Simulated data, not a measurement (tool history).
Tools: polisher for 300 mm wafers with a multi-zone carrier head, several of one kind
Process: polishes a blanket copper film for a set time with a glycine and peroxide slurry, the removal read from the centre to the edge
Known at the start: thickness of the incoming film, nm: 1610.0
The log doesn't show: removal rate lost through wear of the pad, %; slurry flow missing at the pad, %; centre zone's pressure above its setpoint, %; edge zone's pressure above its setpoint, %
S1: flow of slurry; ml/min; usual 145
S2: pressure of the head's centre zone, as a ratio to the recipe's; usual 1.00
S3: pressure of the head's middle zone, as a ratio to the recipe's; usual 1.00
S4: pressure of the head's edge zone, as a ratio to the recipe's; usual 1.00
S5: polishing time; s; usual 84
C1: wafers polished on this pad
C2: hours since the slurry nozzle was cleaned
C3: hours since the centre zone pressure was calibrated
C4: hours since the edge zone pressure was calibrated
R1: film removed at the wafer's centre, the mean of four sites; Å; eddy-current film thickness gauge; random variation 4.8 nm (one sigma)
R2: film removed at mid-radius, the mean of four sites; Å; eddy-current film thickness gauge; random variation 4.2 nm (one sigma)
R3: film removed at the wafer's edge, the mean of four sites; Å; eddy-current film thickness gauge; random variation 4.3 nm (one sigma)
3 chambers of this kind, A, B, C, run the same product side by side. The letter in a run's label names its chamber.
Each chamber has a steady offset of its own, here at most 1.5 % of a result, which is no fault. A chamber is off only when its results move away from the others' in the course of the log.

run	day	S1	S2	S3	S4	S5	C1	C2	C3	C4	R1	R2	R3
1B	0.254	145	1.00	1.00	1.00	84	40	14.7	227.4	1193.4	3362.5	3322.2	3273.7
2A	0.450	145	1.00	1.00	1.00	84	806	402.3	621.1	11.0	3335.9	3307.5	3223.9
3C	0.625	145	1.00	1.00	1.00	84	232	348.2	386.2	310.9	3286.2	3346.1	3271.2
4B	0.917	145	1.00	1.00	1.00	84	132	30.6	243.3	1209.3	3298.5	3342.8	3310.6
5C	1.112	145	1.00	1.00	1.00	84	300	359.9	397.9	322.6	3271.6	3336.9	3287.0
6A	1.350	145	1.00	1.00	1.00	84	931	423.9	642.7	32.6	3334.8	3278.5	3242.0
7C	1.558	145	1.00	1.06	1.00	84	362	370.6	408.6	333.3	3328.4	3483.4	3342.6
8A	1.879	145	1.00	1.06	1.00	84	1005	436.6	655.4	45.3	3300.2	3523.4	3246.3
# day 1.971: chamber B: edge zone pressure recalibrated
9B	2.142	145	1.00	1.06	1.00	84	303	60.0	272.7	4.2	3319.4	3481.5	3231.9
# day 2.154: chamber A: centre zone pressure recalibrated
10A	2.429	145	1.00	1.00	1.00	84	1081	449.8	6.6	58.5	3269.7	3324.6	3215.2
# day 2.517: chamber A: worn pad replaced by a new one
11B	2.696	145	1.00	1.00	1.00	84	380	73.3	286.0	17.5	3311.9	3377.3	3282.6
12C	2.983	145	1.00	1.00	1.00	84	561	404.8	442.8	367.5	3243.5	3288.8	3324.9
13A	3.158	145	1.00	1.00	1.00	84	89	467.3	24.1	76.0	3292.1	3333.5	3297.7
14C	3.362	145	1.00	1.00	1.00	84	614	413.9	451.9	376.6	3307.9	3351.1	3317.8
15B	3.567	145	1.00	1.00	1.00	84	501	94.2	306.9	38.4	3310.1	3236.4	3289.4
16C	3.804	145	1.00	1.00	1.00	84	675	424.5	462.5	387.2	3240.5	3313.3	3300.2
17B	3.983	145	1.00	1.00	1.00	84	559	104.2	316.9	48.4	3337.2	3312.2	3336.4
18A	4.250	165	1.00	1.00	1.10	84	241	493.5	50.3	102.2	3305.6	3354.5	3563.1
19C	4.417	165	1.00	1.00	1.10	84	761	439.2	477.2	401.9	3491.0	3391.3	3512.5
# day 4.479: chamber C: edge zone pressure recalibrated
# day 4.558: chamber C: worn pad replaced by a new one
20A	4.675	165	1.00	1.00	1.10	84	300	503.7	60.5	112.4	3377.4	3344.7	3531.8
21B	4.858	145	1.00	1.00	1.00	84	681	125.2	337.9	69.4	3280.4	3313.5	3303.5
22A	5.100	145	1.00	1.00	1.00	64	360	513.9	70.7	122.6	2492.6	2548.5	2459.0
23C	5.358	145	1.00	1.00	1.00	64	111	461.8	499.8	21.1	2528.8	2526.6	2546.3
24B	5.538	145	1.00	1.00	1.00	64	776	141.5	354.2	85.7	2532.4	2554.4	2434.9
25C	5.729	145	1.00	1.00	1.00	84	163	470.7	508.7	30.0	3313.0	3350.2	3304.7
26B	5.954	145	1.00	1.00	1.00	84	834	151.5	364.2	95.7	3198.5	3307.6	3330.0
27A	6.275	145	1.00	1.00	1.00	84	523	542.1	98.9	150.8	3208.8	3288.2	3248.8
28A	6.517	145	1.00	1.00	1.00	84	557	547.9	104.7	156.6	3377.7	3346.9	3210.5
29B	6.750	145	1.00	1.00	1.00	84	945	170.6	383.3	114.8	3331.2	3248.6	3281.6
30C	6.950	145	1.00	1.00	1.00	84	333	500.0	538.0	59.3	3322.2	3348.7	3269.2
31B	7.258	145	1.00	1.00	1.00	84	1016	182.8	395.5	127.0	3345.7	3320.1	3309.3
32A	7.462	145	1.00	1.00	1.00	84	689	570.6	127.4	179.3	3337.5	3343.4	3254.1
# day 7.483: chamber B: worn pad replaced by a new one
33C	7.708	145	1.00	1.00	1.00	84	439	518.2	556.2	77.5	3315.8	3301.0	3286.0
34A	8.008	145	1.00	1.00	1.00	84	765	583.7	140.5	192.4	3189.7	3257.6	3286.1
35B	8.225	145	0.94	1.00	1.05	84	103	206.0	418.7	150.2	3040.5	3371.6	3478.3
36C	8.392	145	0.94	1.00	1.05	84	534	534.6	572.6	93.9	3048.5	3367.4	3382.8
37A	8.608	145	0.94	1.00	1.05	84	849	598.1	154.9	206.8	3011.3	3353.0	3287.5
38C	8.912	145	1.00	1.00	1.00	84	607	547.1	585.1	106.4	3285.5	3321.2	3366.1
39B	9.196	145	1.00	1.00	1.00	84	238	229.3	442.0	173.5	3321.1	3311.4	3217.7
40C	9.342	145	1.00	1.00	1.00	84	667	557.4	595.4	116.7	3268.2	3362.6	3253.4
41A	9.662	145	1.00	1.00	1.00	84	995	623.4	180.2	232.1	3225.1	3353.0	3211.3
42B	9.838	145	1.00	1.00	1.00	84	328	244.7	457.4	188.9	3339.2	3259.4	3269.1
43A	9.988	145	1.00	1.00	1.00	84	1041	631.2	188.0	239.9	3233.8	3263.7	3199.8

Next, every chamber runs the same settings. What will each give?
44A	10.221	145	1.00	1.00	1.00	84					?	?	?
44B	10.221	145	1.00	1.00	1.00	84					?	?	?
44C	10.221	145	1.00	1.00	1.00	84					?	?	?

run	R1	R2	R3
44A	3178.7	3281.1	3244.1
44B	3401.7	3341.8	3320.5
44C	3324.4	3360.8	3264.6
